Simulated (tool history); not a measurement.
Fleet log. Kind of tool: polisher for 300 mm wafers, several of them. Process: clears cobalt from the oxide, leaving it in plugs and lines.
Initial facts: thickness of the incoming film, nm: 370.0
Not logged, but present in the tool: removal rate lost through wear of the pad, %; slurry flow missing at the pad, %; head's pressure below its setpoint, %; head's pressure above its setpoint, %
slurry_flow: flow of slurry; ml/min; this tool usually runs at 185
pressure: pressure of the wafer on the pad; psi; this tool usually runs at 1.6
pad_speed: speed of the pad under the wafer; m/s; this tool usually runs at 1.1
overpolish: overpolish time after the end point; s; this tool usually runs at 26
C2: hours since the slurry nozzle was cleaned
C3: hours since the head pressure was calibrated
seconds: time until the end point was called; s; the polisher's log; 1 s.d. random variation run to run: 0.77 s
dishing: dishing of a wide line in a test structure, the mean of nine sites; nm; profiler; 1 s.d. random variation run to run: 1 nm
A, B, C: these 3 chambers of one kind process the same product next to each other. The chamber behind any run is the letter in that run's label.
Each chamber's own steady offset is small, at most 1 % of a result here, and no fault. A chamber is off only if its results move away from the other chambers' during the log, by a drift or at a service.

-- hour=3.3 chamber C: head pressure recalibrated
run 1B hour=5.3 | slurry_flow=185 pressure=1.6 pad_speed=1.1 overpolish=26 | wafers_polished_on_this_pad=340 C2=503.5 C3=835.5 | seconds=69.836 dishing=64.432
run 2A hour=9.5 | slurry_flow=185 pressure=1.6 pad_speed=1.1 overpolish=26 | wafers_polished_on_this_pad=161 C2=292.8 C3=28.2 | seconds=71.512 dishing=65.128
run 3C hour=12.1 | slurry_flow=185 pressure=1.6 pad_speed=1.1 overpolish=26 | wafers_polished_on_this_pad=476 C2=224.4 C3=8.9 | seconds=71.335 dishing=65.679
run 4C hour=17.1 | slurry_flow=185 pressure=1.6 pad_speed=1.1 overpolish=26 | wafers_polished_on_this_pad=505 C2=229.4 C3=13.9 | seconds=71.421 dishing=62.592
run 5B hour=20.2 | slurry_flow=185 pressure=1.6 pad_speed=1.1 overpolish=26 | wafers_polished_on_this_pad=428 C2=518.4 C3=850.4 | seconds=71.436 dishing=64.972
run 6A hour=23.8 | slurry_flow=185 pressure=1.6 pad_speed=1.1 overpolish=26 | wafers_polished_on_this_pad=245 C2=307.1 C3=42.5 | seconds=71.434 dishing=64.908
run 7A hour=26.9 | slurry_flow=185 pressure=1.6 pad_speed=1.1 overpolish=26 | wafers_polished_on_this_pad=264 C2=310.2 C3=45.6 | seconds=72.092 dishing=63.845
-- hour=28 chamber B: worn pad replaced by a new one
run 8B hour=29.4 | slurry_flow=185 pressure=1.6 pad_speed=1.4 overpolish=26 | wafers_polished_on_this_pad=8 C2=527.6 C3=859.6 | seconds=56.257 dishing=69.21
run 9C hour=32.3 | slurry_flow=185 pressure=1.6 pad_speed=1.4 overpolish=26 | wafers_polished_on_this_pad=595 C2=244.6 C3=29.1 | seconds=56.732 dishing=69.424
-- hour=32.4 chamber B: slurry nozzle cleaned
run 10A hour=37 | slurry_flow=185 pressure=1.6 pad_speed=1.4 overpolish=26 | wafers_polished_on_this_pad=324 C2=320.3 C3=55.7 | seconds=55.827 dishing=68.69
run 11B hour=41.5 | slurry_flow=220 pressure=1.6 pad_speed=1.1 overpolish=33 | wafers_polished_on_this_pad=80 C2=9.2 C3=871.7 | seconds=70.576 dishing=70.574
run 12C hour=47.1 | slurry_flow=220 pressure=1.6 pad_speed=1.1 overpolish=33 | wafers_polished_on_this_pad=683 C2=259.4 C3=43.9 | seconds=68.804 dishing=70.944
run 13C hour=50.2 | slurry_flow=220 pressure=1.6 pad_speed=1.1 overpolish=33 | wafers_polished_on_this_pad=702 C2=262.5 C3=47 | seconds=69.097 dishing=69.329
run 14A hour=53.8 | slurry_flow=185 pressure=1.6 pad_speed=1.1 overpolish=26 | wafers_polished_on_this_pad=423 C2=337.1 C3=72.5 | seconds=69.626 dishing=66.01
run 15B hour=57 | slurry_flow=185 pressure=1.6 pad_speed=1.1 overpolish=26 | wafers_polished_on_this_pad=172 C2=24.7 C3=887.2 | seconds=70.82 dishing=65.386
-- hour=58.4 chamber B: head pressure recalibrated
run 16B hour=61.2 | slurry_flow=185 pressure=1.6 pad_speed=1.1 overpolish=11 | wafers_polished_on_this_pad=196 C2=28.9 C3=2.9 | seconds=76.47 dishing=38.914
run 17C hour=63.8 | slurry_flow=185 pressure=1.6 pad_speed=1.1 overpolish=11 | wafers_polished_on_this_pad=782 C2=276.1 C3=60.6 | seconds=70.094 dishing=40.121
run 18A hour=68.6 | slurry_flow=185 pressure=1.6 pad_speed=1.1 overpolish=11 | wafers_polished_on_this_pad=511 C2=351.9 C3=87.3 | seconds=70.651 dishing=39.769
run 19A hour=72.9 | slurry_flow=185 pressure=1.6 pad_speed=1.1 overpolish=26 | wafers_polished_on_this_pad=536 C2=356.2 C3=91.6 | seconds=70.974 dishing=64.987
run 20B hour=77.2 | slurry_flow=185 pressure=1.6 pad_speed=1.1 overpolish=26 | wafers_polished_on_this_pad=291 C2=44.9 C3=18.9 | seconds=76.645 dishing=64.425
run 21C hour=82.2 | slurry_flow=185 pressure=1.6 pad_speed=1.1 overpolish=26 | wafers_polished_on_this_pad=891 C2=294.5 C3=79 | seconds=71.715 dishing=63.684
run 22B hour=87.6 | slurry_flow=185 pressure=1.6 pad_speed=1.1 overpolish=26 | wafers_polished_on_this_pad=353 C2=55.3 C3=29.3 | seconds=79.922 dishing=63.67
run 23C hour=90.5 | slurry_flow=185 pressure=1.6 pad_speed=1.1 overpolish=37 | wafers_polished_on_this_pad=940 C2=302.8 C3=87.3 | seconds=71.727 dishing=72.426

Next, all 3 chambers run the settings below, one line each with question marks for the results. What does each chamber give?
run 24A hour=94.5 | slurry_flow=160 pressure=1.6 pad_speed=1.1 overpolish=26 | seconds=? dishing=?
run 24B hour=94.5 | slurry_flow=160 pressure=1.6 pad_speed=1.1 overpolish=26 | seconds=? dishing=?
run 24C hour=94.5 | slurry_flow=160 pressure=1.6 pad_speed=1.1 overpolish=26 | seconds=? dishing=?

run=24A seconds=72.007 dishing=64.569
run=24B seconds=79.31 dishing=62.802
run=24C seconds=72.655 dishing=64.067
